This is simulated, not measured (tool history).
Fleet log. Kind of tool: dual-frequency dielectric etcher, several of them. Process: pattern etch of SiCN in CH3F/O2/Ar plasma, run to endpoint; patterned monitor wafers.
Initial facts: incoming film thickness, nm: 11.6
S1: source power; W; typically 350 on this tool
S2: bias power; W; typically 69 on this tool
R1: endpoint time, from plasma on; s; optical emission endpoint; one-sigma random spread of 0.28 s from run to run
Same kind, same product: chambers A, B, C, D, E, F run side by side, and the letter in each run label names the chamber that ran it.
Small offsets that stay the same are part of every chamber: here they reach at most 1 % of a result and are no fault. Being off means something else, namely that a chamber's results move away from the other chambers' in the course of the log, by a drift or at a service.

Run 1D, hour 3.6: usual settings. Result: R1 32.575 s.
Run 2E, hour 9.2: usual settings. Result: R1 33.016 s.
Run 3A, hour 15: usual settings. Result: R1 32.969 s.
Run 4F, hour 18.8: usual settings. Result: R1 32.652 s.
Run 5C, hour 23.7: usual settings. Result: R1 32.996 s.
Run 6B, hour 29.3: usual settings but S1 380 W, S2 75 W. Result: R1 30.46 s.
Run 7C, hour 32.7: usual settings but S1 380 W, S2 75 W. Result: R1 31.348 s.
Run 8B, hour 35.6: usual settings but S1 380 W, S2 75 W. Result: R1 30.958 s.
Run 9E, hour 41.7: usual settings but S1 380 W, S2 75 W. Result: R1 31.238 s.
Run 10F, hour 45.9: usual settings but S1 380 W, S2 75 W. Result: R1 31.403 s.
Run 11D, hour 51.7: usual settings but S1 380 W, S2 75 W. Result: R1 31.115 s.
Run 12A, hour 56: usual settings but S1 290 W, S2 61 W. Result: R1 36.799 s.
Run 13F, hour 61.5: usual settings but S1 290 W, S2 61 W. Result: R1 36.644 s.
Run 14B, hour 65.4: usual settings but S1 290 W, S2 61 W. Result: R1 36.702 s.
Run 15D, hour 70.5: usual settings but S1 290 W, S2 61 W. Result: R1 36.891 s.
Run 16A, hour 75: usual settings but S1 290 W, S2 61 W. Result: R1 36.6 s.
Run 17C, hour 79.3: usual settings but S1 290 W, S2 61 W. Result: R1 36.954 s.
Run 18E, hour 84.7: usual settings. Result: R1 32.99 s.
Run 19C, hour 90.5: usual settings but S1 290 W, S2 83 W. Result: R1 33.329 s.
Run 20F, hour 96.1: usual settings but S1 290 W, S2 83 W. Result: R1 32.904 s.
Run 21E, hour 101.6: usual settings but S1 290 W, S2 83 W. Result: R1 33.567 s.
At hour 102.8: chamber B: wet clean of the chamber.
Run 22A, hour 107: usual settings but S1 290 W, S2 83 W. Result: R1 32.963 s.
Run 23D, hour 111.6: usual settings but S1 290 W, S2 83 W. Result: R1 33.535 s.
Run 24B, hour 116.3: usual settings but S1 290 W, S2 83 W. Result: R1 33.052 s.
Run 25A, hour 119: usual settings. Result: R1 32.535 s.
Run 26F, hour 124.8: usual settings. Result: R1 33.497 s.
Run 27B, hour 127.7: usual settings. Result: R1 32.675 s.
Run 28E, hour 133.7: usual settings. Result: R1 33.742 s.
Run 29D, hour 138.5: usual settings. Result: R1 34.164 s.
Run 30C, hour 142.1: usual settings. Result: R1 32.509 s.
Run 31F, hour 145.8: usual settings but S1 290 W, S2 76 W. Result: R1 33.998 s.
Run 32E, hour 149.9: usual settings but S1 290 W, S2 76 W. Result: R1 34.023 s.
Run 33D, hour 154.1: usual settings but S1 290 W, S2 76 W. Result: R1 35.864 s.
Run 34B, hour 157.8: usual settings but S1 290 W, S2 76 W. Result: R1 33.984 s.
Run 35A, hour 161.4: usual settings but S1 290 W, S2 76 W. Result: R1 34.075 s.
Run 36C, hour 166.7: usual settings but S1 290 W, S2 76 W. Result: R1 34.418 s.
Run 37F, hour 171.9: usual settings. Result: R1 32.683 s.
Run 38D, hour 175.2: usual settings. Result: R1 34.023 s.
Run 39C, hour 180.7: usual settings. Result: R1 32.779 s.
Run 40B, hour 184.6: usual settings. Result: R1 33.094 s.
Run 41A, hour 187.6: usual settings. Result: R1 33.193 s.
Run 42E, hour 191.7: usual settings. Result: R1 33.438 s.
Run 43B, hour 195.9: usual settings but S1 400 W, S2 74 W. Result: R1 30.541 s.

Predict what each chamber gives when all 6 of them run the settings below next.
Run 44A, hour 200.3: usual settings but S1 380 W. Result: R1 ?.
Run 44B, hour 200.3: usual settings but S1 380 W. Result: R1 ?.
Run 44C, hour 200.3: usual settings but S1 380 W. Result: R1 ?.
Run 44D, hour 200.3: usual settings but S1 380 W. Result: R1 ?.
Run 44E, hour 200.3: usual settings but S1 380 W. Result: R1 ?.
Run 44F, hour 200.3: usual settings but S1 380 W. Result: R1 ?.

run      R1
44A  31.942
44B  31.903
44C  31.837
44D   33.43
44E  31.858
44F  31.992

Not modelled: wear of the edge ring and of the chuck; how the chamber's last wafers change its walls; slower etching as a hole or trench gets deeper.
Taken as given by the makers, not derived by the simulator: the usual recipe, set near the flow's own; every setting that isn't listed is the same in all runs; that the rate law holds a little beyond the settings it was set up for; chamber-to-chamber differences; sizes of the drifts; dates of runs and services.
